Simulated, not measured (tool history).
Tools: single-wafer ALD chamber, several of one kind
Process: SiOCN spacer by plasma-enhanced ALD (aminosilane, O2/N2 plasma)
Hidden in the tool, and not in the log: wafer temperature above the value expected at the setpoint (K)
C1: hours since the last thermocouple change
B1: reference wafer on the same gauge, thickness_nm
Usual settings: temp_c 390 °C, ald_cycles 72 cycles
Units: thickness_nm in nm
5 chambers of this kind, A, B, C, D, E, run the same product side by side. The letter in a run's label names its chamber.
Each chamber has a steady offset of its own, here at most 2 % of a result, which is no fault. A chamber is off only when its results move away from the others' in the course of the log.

run 1B day=0.412 | temp_c=390 ald_cycles=72 | C1=651.5 | B1=3.7502 | thickness_nm=4.3370
run 2A day=0.838 | temp_c=390 ald_cycles=72 | C1=708.3 | B1=3.7526 | thickness_nm=4.3339
run 3D day=1.258 | temp_c=390 ald_cycles=72 | C1=1349.7 | B1=3.7544 | thickness_nm=4.4187
run 4C day=1.462 | temp_c=390 ald_cycles=72 | C1=1666.3 | B1=3.7522 | thickness_nm=4.3345
run 5E day=1.900 | temp_c=376 ald_cycles=67 | C1=400.9 | B1=3.7541 | thickness_nm=4.0266
run 6C day=2.254 | temp_c=376 ald_cycles=67 | C1=1685.3 | B1=3.7535 | thickness_nm=4.0371
run 7E day=2.529 | temp_c=376 ald_cycles=67 | C1=416.0 | B1=3.7554 | thickness_nm=4.0278
run 8A day=2.729 | temp_c=376 ald_cycles=67 | C1=753.7 | B1=3.7548 | thickness_nm=4.0449
run 9B day=2.979 | temp_c=376 ald_cycles=67 | C1=713.1 | B1=3.7557 | thickness_nm=4.0424
run 10D day=3.267 | temp_c=390 ald_cycles=72 | C1=1397.9 | B1=3.7561 | thickness_nm=4.4174
run 11A day=3.579 | temp_c=390 ald_cycles=72 | C1=774.1 | B1=3.7538 | thickness_nm=4.3430
run 12D day=3.992 | temp_c=390 ald_cycles=72 | C1=1415.3 | B1=3.7573 | thickness_nm=4.4185
run 13C day=4.346 | temp_c=390 ald_cycles=72 | C1=1735.5 | B1=3.7567 | thickness_nm=4.3435
run 14B day=4.679 | temp_c=383 ald_cycles=78 | C1=753.9 | B1=3.7585 | thickness_nm=4.7408
run 15E day=5.058 | temp_c=383 ald_cycles=78 | C1=476.7 | B1=3.7584 | thickness_nm=4.6907
run 16E day=5.483 | temp_c=383 ald_cycles=78 | C1=486.9 | B1=3.7592 | thickness_nm=4.6993
run 17A day=5.704 | temp_c=383 ald_cycles=78 | C1=825.1 | B1=3.7608 | thickness_nm=4.7238
run 18C day=6.133 | temp_c=383 ald_cycles=78 | C1=1778.4 | B1=3.7618 | thickness_nm=4.7172
run 19D day=6.579 | temp_c=390 ald_cycles=72 | C1=1477.4 | B1=3.7620 | thickness_nm=4.4184
run 20B day=6.883 | temp_c=390 ald_cycles=72 | C1=806.8 | B1=3.7627 | thickness_nm=4.3595
run 21A day=7.317 | temp_c=390 ald_cycles=72 | C1=863.8 | B1=3.7645 | thickness_nm=4.3564
run 22E day=7.550 | temp_c=390 ald_cycles=72 | C1=536.5 | B1=3.7620 | thickness_nm=4.3380
run 23D day=7.758 | temp_c=390 ald_cycles=72 | C1=1505.7 | B1=3.7627 | thickness_nm=4.4277
run 24B day=8.012 | temp_c=390 ald_cycles=60 | C1=833.9 | B1=3.7641 | thickness_nm=3.6434
run 25C day=8.379 | temp_c=390 ald_cycles=60 | C1=1832.3 | B1=3.7658 | thickness_nm=3.6241
run 26E day=8.617 | temp_c=390 ald_cycles=60 | C1=562.1 | B1=3.7650 | thickness_nm=3.6090
-- day=8.829 chamber C: thermocouple changed; heater temperature recalibrated
run 27D day=9.054 | temp_c=390 ald_cycles=60 | C1=1536.8 | B1=3.7639 | thickness_nm=3.6896
run 28B day=9.258 | temp_c=390 ald_cycles=60 | C1=863.8 | B1=3.7667 | thickness_nm=3.6340
run 29A day=9.562 | temp_c=390 ald_cycles=72 | C1=917.7 | B1=3.7677 | thickness_nm=4.3682
-- day=9.592 chamber D: thermocouple changed; heater temperature recalibrated
run 30C day=9.842 | temp_c=390 ald_cycles=72 | C1=24.3 | B1=3.7673 | thickness_nm=4.3386
run 31A day=10.250 | temp_c=390 ald_cycles=72 | C1=934.2 | B1=3.7694 | thickness_nm=4.3606
run 32C day=10.688 | temp_c=390 ald_cycles=72 | C1=44.6 | B1=3.7681 | thickness_nm=4.3576
run 33B day=10.908 | temp_c=390 ald_cycles=72 | C1=903.4 | B1=3.7692 | thickness_nm=4.3601
run 34E day=11.362 | temp_c=390 ald_cycles=72 | C1=628.0 | B1=3.7706 | thickness_nm=4.3413
run 35D day=11.762 | temp_c=390 ald_cycles=80 | C1=52.1 | B1=3.7703 | thickness_nm=4.9310
run 36B day=12.162 | temp_c=390 ald_cycles=80 | C1=933.5 | B1=3.7696 | thickness_nm=4.8676
run 37C day=12.517 | temp_c=390 ald_cycles=80 | C1=88.5 | B1=3.7713 | thickness_nm=4.8285
run 38D day=12.975 | temp_c=390 ald_cycles=80 | C1=81.2 | B1=3.7723 | thickness_nm=4.9273
run 39A day=13.425 | temp_c=390 ald_cycles=80 | C1=1010.4 | B1=3.7737 | thickness_nm=4.8467
run 40E day=13.825 | temp_c=390 ald_cycles=72 | C1=687.1 | B1=3.7732 | thickness_nm=4.3516
run 41E day=14.142 | temp_c=390 ald_cycles=72 | C1=694.7 | B1=3.7766 | thickness_nm=4.3427
run 42D day=14.550 | temp_c=390 ald_cycles=72 | C1=119.0 | B1=3.7746 | thickness_nm=4.4399
run 43A day=14.812 | temp_c=390 ald_cycles=72 | C1=1043.7 | B1=3.7750 | thickness_nm=4.3781

Next, every chamber runs the same settings. What will each give?
run 44A day=15.146 | temp_c=390 ald_cycles=86 | thickness_nm=?
run 44B day=15.146 | temp_c=390 ald_cycles=86 | thickness_nm=?
run 44C day=15.146 | temp_c=390 ald_cycles=86 | thickness_nm=?
run 44D day=15.146 | temp_c=390 ald_cycles=86 | thickness_nm=?
run 44E day=15.146 | temp_c=390 ald_cycles=86 | thickness_nm=?

run=44A thickness_nm=5.2180
run=44B thickness_nm=5.2225
run=44C thickness_nm=5.2076
run=44D thickness_nm=5.2877
run=44E thickness_nm=5.1970
